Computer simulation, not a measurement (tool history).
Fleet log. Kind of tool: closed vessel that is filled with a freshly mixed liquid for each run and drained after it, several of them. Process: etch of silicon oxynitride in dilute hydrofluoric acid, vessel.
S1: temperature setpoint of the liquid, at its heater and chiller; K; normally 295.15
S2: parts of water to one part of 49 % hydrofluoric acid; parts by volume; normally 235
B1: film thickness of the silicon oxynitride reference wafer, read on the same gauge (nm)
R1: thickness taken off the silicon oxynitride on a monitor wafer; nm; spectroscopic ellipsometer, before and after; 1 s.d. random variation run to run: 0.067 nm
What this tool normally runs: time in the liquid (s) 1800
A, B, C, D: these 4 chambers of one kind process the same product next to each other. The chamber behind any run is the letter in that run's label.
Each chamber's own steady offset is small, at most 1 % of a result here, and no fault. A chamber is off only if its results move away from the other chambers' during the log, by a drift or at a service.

run 1A hour=9.1 | S1=295.15 S2=235 time_in_the_liquid_(s)=1800 | B1=69.965 | R1=9.9541
run 2B hour=21.5 | S1=295.15 S2=235 time_in_the_liquid_(s)=1800 | B1=69.975 | R1=10.0280
run 3C hour=28.4 | S1=295.15 S2=235 time_in_the_liquid_(s)=1800 | B1=69.978 | R1=10.0330
run 4D hour=39.4 | S1=295.15 S2=235 time_in_the_liquid_(s)=1800 | B1=70.023 | R1=9.8642
run 5D hour=54.0 | S1=295.15 S2=340 time_in_the_liquid_(s)=2590 | B1=69.957 | R1=9.2494
run 6B hour=60.5 | S1=295.15 S2=340 time_in_the_liquid_(s)=2590 | B1=70.007 | R1=9.2709
run 7C hour=73.8 | S1=295.15 S2=340 time_in_the_liquid_(s)=2590 | B1=70.009 | R1=9.1549
run 8A hour=85.2 | S1=295.15 S2=340 time_in_the_liquid_(s)=2590 | B1=69.997 | R1=9.1915
run 9D hour=98.9 | S1=295.15 S2=235 time_in_the_liquid_(s)=1800 | B1=70.001 | R1=9.9721
run 10A hour=111.6 | S1=295.15 S2=235 time_in_the_liquid_(s)=1800 | B1=69.987 | R1=9.9652
run 11B hour=126.6 | S1=295.15 S2=235 time_in_the_liquid_(s)=1800 | B1=69.990 | R1=9.8414
run 12C hour=137.5 | S1=295.15 S2=310 time_in_the_liquid_(s)=1800 | B1=69.991 | R1=7.1527
run 13D hour=145.4 | S1=295.15 S2=310 time_in_the_liquid_(s)=1800 | B1=69.978 | R1=7.2092
run 14A hour=156.0 | S1=295.15 S2=310 time_in_the_liquid_(s)=1800 | B1=70.002 | R1=7.1980
run 15B hour=163.5 | S1=295.15 S2=310 time_in_the_liquid_(s)=1800 | B1=70.013 | R1=7.2049
run 16C hour=174.1 | S1=295.15 S2=235 time_in_the_liquid_(s)=1800 | B1=69.969 | R1=9.8269
run 17A hour=183.3 | S1=295.15 S2=235 time_in_the_liquid_(s)=2710 | B1=69.979 | R1=14.9520
run 18C hour=195.2 | S1=295.15 S2=235 time_in_the_liquid_(s)=2710 | B1=69.970 | R1=14.9330
run 19D hour=205.1 | S1=295.15 S2=235 time_in_the_liquid_(s)=2710 | B1=69.986 | R1=15.0600
run 20B hour=218.4 | S1=295.15 S2=235 time_in_the_liquid_(s)=2710 | B1=70.017 | R1=15.2990
run 21A hour=232.3 | S1=295.15 S2=235 time_in_the_liquid_(s)=1800 | B1=69.997 | R1=9.8409
run 22B hour=246.8 | S1=295.15 S2=180 time_in_the_liquid_(s)=1800 | B1=70.001 | R1=13.8280
-- hour=257.9 chamber A: thermometer replaced
run 23C hour=258.0 | S1=295.15 S2=180 time_in_the_liquid_(s)=1800 | B1=70.002 | R1=13.3610
run 24D hour=272.7 | S1=295.15 S2=180 time_in_the_liquid_(s)=1800 | B1=70.002 | R1=13.4640
run 25D hour=283.5 | S1=295.15 S2=180 time_in_the_liquid_(s)=1800 | B1=69.992 | R1=13.4120
run 26A hour=297.4 | S1=295.15 S2=235 time_in_the_liquid_(s)=1800 | B1=70.001 | R1=9.8535
run 27C hour=307.3 | S1=295.15 S2=235 time_in_the_liquid_(s)=1800 | B1=70.026 | R1=9.9440
run 28B hour=314.1 | S1=295.15 S2=235 time_in_the_liquid_(s)=1800 | B1=70.020 | R1=10.3630
run 29B hour=327.5 | S1=295.15 S2=235 time_in_the_liquid_(s)=1800 | B1=70.010 | R1=10.4630
run 30D hour=336.9 | S1=299.65 S2=235 time_in_the_liquid_(s)=1800 | B1=70.020 | R1=12.1590
run 31C hour=343.7 | S1=299.65 S2=235 time_in_the_liquid_(s)=1800 | B1=70.007 | R1=12.1440
run 32A hour=352.2 | S1=299.65 S2=235 time_in_the_liquid_(s)=1800 | B1=69.973 | R1=11.9950
run 33D hour=367.2 | S1=299.65 S2=235 time_in_the_liquid_(s)=1800 | B1=70.010 | R1=12.0350
run 34C hour=377.7 | S1=295.15 S2=235 time_in_the_liquid_(s)=2135 | B1=69.999 | R1=11.8130
run 35B hour=390.5 | S1=295.15 S2=235 time_in_the_liquid_(s)=2135 | B1=70.007 | R1=12.5300

Decide between three cases: one chamber stands off from its peers, the gauge reading all wafers drifts, or nothing is wrong past each chamber's small offset. Where a chamber is off, say which and what most likely put it there.

Chamber B drifts away from the others.
Likeliest cause: liquid hotter than its thermometer reads (K) = 1.36.
From this log alone, it may not be told apart from: hydrofluoric acid flow above the setpoint (%).

Below are 4 candidate recipes for chamber B's next run, each the usual settings with a change, their results shown as question marks. Which of them brings B's results back in line with what the other chambers give on the usual settings?
In-line tolerance around the mean of the other chambers on the usual settings: R1 0.2300 nm
run 36B-1 hour=401.3 | S1=296.65 S2=235 time_in_the_liquid_(s)=1800 | R1=?
run 36B-2 hour=401.3 | S1=295.15 S2=245 time_in_the_liquid_(s)=1715 | R1=?
run 36B-3 hour=401.3 | S1=295.65 S2=235 time_in_the_liquid_(s)=1960 | R1=?
run 36B-4 hour=401.3 | S1=295.15 S2=235 time_in_the_liquid_(s)=1705 | R1=?

Other chambers, usual settings, mean: R1 9.9265 nm
run=36B-1 R1=11.2300
run=36B-2 R1=9.5501
run=36B-3 R1=11.7120
run=36B-4 R1=9.9666
36B-4 brings the chamber back in line.
